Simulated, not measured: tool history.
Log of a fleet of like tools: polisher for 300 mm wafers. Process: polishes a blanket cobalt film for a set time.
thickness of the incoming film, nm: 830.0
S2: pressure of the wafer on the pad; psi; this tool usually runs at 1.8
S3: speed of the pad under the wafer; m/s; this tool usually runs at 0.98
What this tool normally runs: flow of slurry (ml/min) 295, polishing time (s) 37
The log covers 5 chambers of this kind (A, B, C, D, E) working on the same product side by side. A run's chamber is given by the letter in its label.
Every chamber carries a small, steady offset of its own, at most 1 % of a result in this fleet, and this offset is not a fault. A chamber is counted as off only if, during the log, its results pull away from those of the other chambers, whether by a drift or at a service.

{"hour": 3.8, "done": "chamber D: worn pad replaced by a new one"}
{"run": "1E", "hour": 5.7, "flow of slurry (ml/min)": 295, "S2": 1.8, "S3": 0.98, "polishing time (s)": 37, "film removed (angstrom)": 1673.2}
{"hour": 12.3, "done": "chamber C: worn pad replaced by a new one"}
{"run": "2A", "hour": 13.9, "flow of slurry (ml/min)": 295, "S2": 1.8, "S3": 0.98, "polishing time (s)": 37, "film removed (angstrom)": 1734.5}
{"run": "3C", "hour": 21.6, "flow of slurry (ml/min)": 295, "S2": 1.8, "S3": 0.98, "polishing time (s)": 37, "film removed (angstrom)": 1705.5}
{"hour": 22.1, "done": "chamber A: slurry nozzle cleaned"}
{"hour": 22.3, "done": "chamber E: worn pad replaced by a new one"}
{"hour": 22.3, "done": "chamber A: head pressure recalibrated"}
{"run": "4B", "hour": 26.5, "flow of slurry (ml/min)": 295, "S2": 1.8, "S3": 0.98, "polishing time (s)": 37, "film removed (angstrom)": 1701.5}
{"run": "5D", "hour": 31.1, "flow of slurry (ml/min)": 295, "S2": 1.8, "S3": 0.98, "polishing time (s)": 37, "film removed (angstrom)": 1705.5}
{"hour": 33.9, "done": "chamber A: worn pad replaced by a new one"}
{"hour": 36.3, "done": "chamber B: worn pad replaced by a new one"}
{"run": "6B", "hour": 39.5, "flow of slurry (ml/min)": 295, "S2": 1.8, "S3": 0.98, "polishing time (s)": 31, "film removed (angstrom)": 1436.2}
{"run": "7E", "hour": 44.0, "flow of slurry (ml/min)": 295, "S2": 1.8, "S3": 0.98, "polishing time (s)": 31, "film removed (angstrom)": 1442.1}
{"run": "8A", "hour": 50.1, "flow of slurry (ml/min)": 295, "S2": 1.8, "S3": 0.98, "polishing time (s)": 31, "film removed (angstrom)": 1418.9}
{"run": "9D", "hour": 57.5, "flow of slurry (ml/min)": 295, "S2": 1.8, "S3": 0.98, "polishing time (s)": 31, "film removed (angstrom)": 1422.2}
{"run": "10C", "hour": 63.5, "flow of slurry (ml/min)": 295, "S2": 1.8, "S3": 0.98, "polishing time (s)": 31, "film removed (angstrom)": 1442.4}
{"hour": 70.0, "done": "chamber C: worn pad replaced by a new one"}
{"run": "11C", "hour": 70.8, "flow of slurry (ml/min)": 295, "S2": 1.8, "S3": 0.98, "polishing time (s)": 37, "film removed (angstrom)": 1671.8}
{"hour": 74.5, "done": "chamber E: worn pad replaced by a new one"}
{"run": "12D", "hour": 79.7, "flow of slurry (ml/min)": 295, "S2": 1.8, "S3": 0.98, "polishing time (s)": 37, "film removed (angstrom)": 1692.7}
{"hour": 82.2, "done": "chamber B: worn pad replaced by a new one"}
{"hour": 82.7, "done": "chamber A: worn pad replaced by a new one"}
{"hour": 87.6, "done": "chamber D: worn pad replaced by a new one"}
{"run": "13A", "hour": 88.4, "flow of slurry (ml/min)": 295, "S2": 1.8, "S3": 0.98, "polishing time (s)": 37, "film removed (angstrom)": 1705.8}
{"run": "14E", "hour": 96.0, "flow of slurry (ml/min)": 295, "S2": 1.8, "S3": 0.98, "polishing time (s)": 37, "film removed (angstrom)": 1718.9}
{"run": "15B", "hour": 103.6, "flow of slurry (ml/min)": 295, "S2": 1.8, "S3": 0.98, "polishing time (s)": 37, "film removed (angstrom)": 1691.8}
{"run": "16B", "hour": 107.6, "flow of slurry (ml/min)": 295, "S2": 1.8, "S3": 0.98, "polishing time (s)": 37, "film removed (angstrom)": 1734.0}
{"hour": 112.3, "done": "chamber C: slurry nozzle cleaned"}
{"run": "17A", "hour": 115.5, "flow of slurry (ml/min)": 295, "S2": 1.8, "S3": 0.98, "polishing time (s)": 37, "film removed (angstrom)": 1715.7}
{"hour": 117.5, "done": "chamber E: worn pad replaced by a new one"}
{"hour": 118.0, "done": "chamber C: worn pad replaced by a new one"}
{"run": "18E", "hour": 119.4, "flow of slurry (ml/min)": 295, "S2": 1.8, "S3": 0.98, "polishing time (s)": 37, "film removed (angstrom)": 1736.5}
{"run": "19C", "hour": 127.9, "flow of slurry (ml/min)": 295, "S2": 1.8, "S3": 0.98, "polishing time (s)": 37, "film removed (angstrom)": 1666.1}
{"run": "20D", "hour": 132.0, "flow of slurry (ml/min)": 390, "S2": 1.8, "S3": 0.98, "polishing time (s)": 32, "film removed (angstrom)": 1489.0}
{"run": "21C", "hour": 136.1, "flow of slurry (ml/min)": 390, "S2": 1.8, "S3": 0.98, "polishing time (s)": 32, "film removed (angstrom)": 1455.5}
{"hour": 136.7, "done": "chamber A: worn pad replaced by a new one"}
{"hour": 137.2, "done": "chamber B: worn pad replaced by a new one"}
{"run": "22B", "hour": 141.9, "flow of slurry (ml/min)": 390, "S2": 1.8, "S3": 0.98, "polishing time (s)": 32, "film removed (angstrom)": 1498.0}
{"run": "23D", "hour": 149.9, "flow of slurry (ml/min)": 390, "S2": 1.8, "S3": 0.98, "polishing time (s)": 32, "film removed (angstrom)": 1528.8}
{"run": "24A", "hour": 155.6, "flow of slurry (ml/min)": 390, "S2": 1.8, "S3": 0.98, "polishing time (s)": 32, "film removed (angstrom)": 1519.6}
{"hour": 156.6, "done": "chamber E: worn pad replaced by a new one"}
{"run": "25E", "hour": 162.7, "flow of slurry (ml/min)": 295, "S2": 1.8, "S3": 0.98, "polishing time (s)": 37, "film removed (angstrom)": 1706.2}
{"hour": 167.1, "done": "chamber C: worn pad replaced by a new one"}
{"run": "26E", "hour": 168.0, "flow of slurry (ml/min)": 295, "S2": 1.8, "S3": 0.98, "polishing time (s)": 37, "film removed (angstrom)": 1716.0}
{"hour": 173.1, "done": "chamber D: worn pad replaced by a new one"}
{"run": "27B", "hour": 174.5, "flow of slurry (ml/min)": 295, "S2": 1.8, "S3": 0.98, "polishing time (s)": 37, "film removed (angstrom)": 1724.3}
{"hour": 182.7, "done": "chamber A: worn pad replaced by a new one"}
{"run": "28C", "hour": 182.9, "flow of slurry (ml/min)": 295, "S2": 1.8, "S3": 0.98, "polishing time (s)": 37, "film removed (angstrom)": 1611.0}
{"hour": 184.9, "done": "chamber B: worn pad replaced by a new one"}
{"run": "29D", "hour": 187.0, "flow of slurry (ml/min)": 295, "S2": 1.8, "S3": 0.98, "polishing time (s)": 37, "film removed (angstrom)": 1689.0}
{"run": "30A", "hour": 192.5, "flow of slurry (ml/min)": 295, "S2": 1.8, "S3": 0.98, "polishing time (s)": 37, "film removed (angstrom)": 1717.9}
{"run": "31C", "hour": 196.9, "flow of slurry (ml/min)": 295, "S2": 1.8, "S3": 0.98, "polishing time (s)": 37, "film removed (angstrom)": 1566.7}
{"run": "32A", "hour": 203.1, "flow of slurry (ml/min)": 295, "S2": 1.8, "S3": 0.98, "polishing time (s)": 37, "film removed (angstrom)": 1708.8}
{"hour": 204.7, "done": "chamber E: worn pad replaced by a new one"}
{"run": "33B", "hour": 211.2, "flow of slurry (ml/min)": 295, "S2": 1.8, "S3": 0.98, "polishing time (s)": 37, "film removed (angstrom)": 1714.4}
{"run": "34D", "hour": 216.2, "flow of slurry (ml/min)": 260, "S2": 1.8, "S3": 0.68, "polishing time (s)": 37, "film removed (angstrom)": 1160.6}
{"run": "35E", "hour": 221.9, "flow of slurry (ml/min)": 260, "S2": 1.8, "S3": 0.68, "polishing time (s)": 37, "film removed (angstrom)": 1165.7}
{"run": "36B", "hour": 227.2, "flow of slurry (ml/min)": 260, "S2": 1.8, "S3": 0.68, "polishing time (s)": 37, "film removed (angstrom)": 1169.5}

Predict what each chamber gives when all 5 of them run the settings below next.
{"run": "37A", "hour": 233.6, "flow of slurry (ml/min)": 295, "S2": 1.8, "S3": 0.98, "polishing time (s)": 37, "film removed (angstrom)": "?"}
{"run": "37B", "hour": 233.6, "flow of slurry (ml/min)": 295, "S2": 1.8, "S3": 0.98, "polishing time (s)": 37, "film removed (angstrom)": "?"}
{"run": "37C", "hour": 233.6, "flow of slurry (ml/min)": 295, "S2": 1.8, "S3": 0.98, "polishing time (s)": 37, "film removed (angstrom)": "?"}
{"run": "37D", "hour": 233.6, "flow of slurry (ml/min)": 295, "S2": 1.8, "S3": 0.98, "polishing time (s)": 37, "film removed (angstrom)": "?"}
{"run": "37E", "hour": 233.6, "flow of slurry (ml/min)": 295, "S2": 1.8, "S3": 0.98, "polishing time (s)": 37, "film removed (angstrom)": "?"}

run=37A film_removed_(angstrom)=1722.6
run=37B film_removed_(angstrom)=1693.8
run=37C film_removed_(angstrom)=1544.5
run=37D film_removed_(angstrom)=1714.0
run=37E film_removed_(angstrom)=1718.0
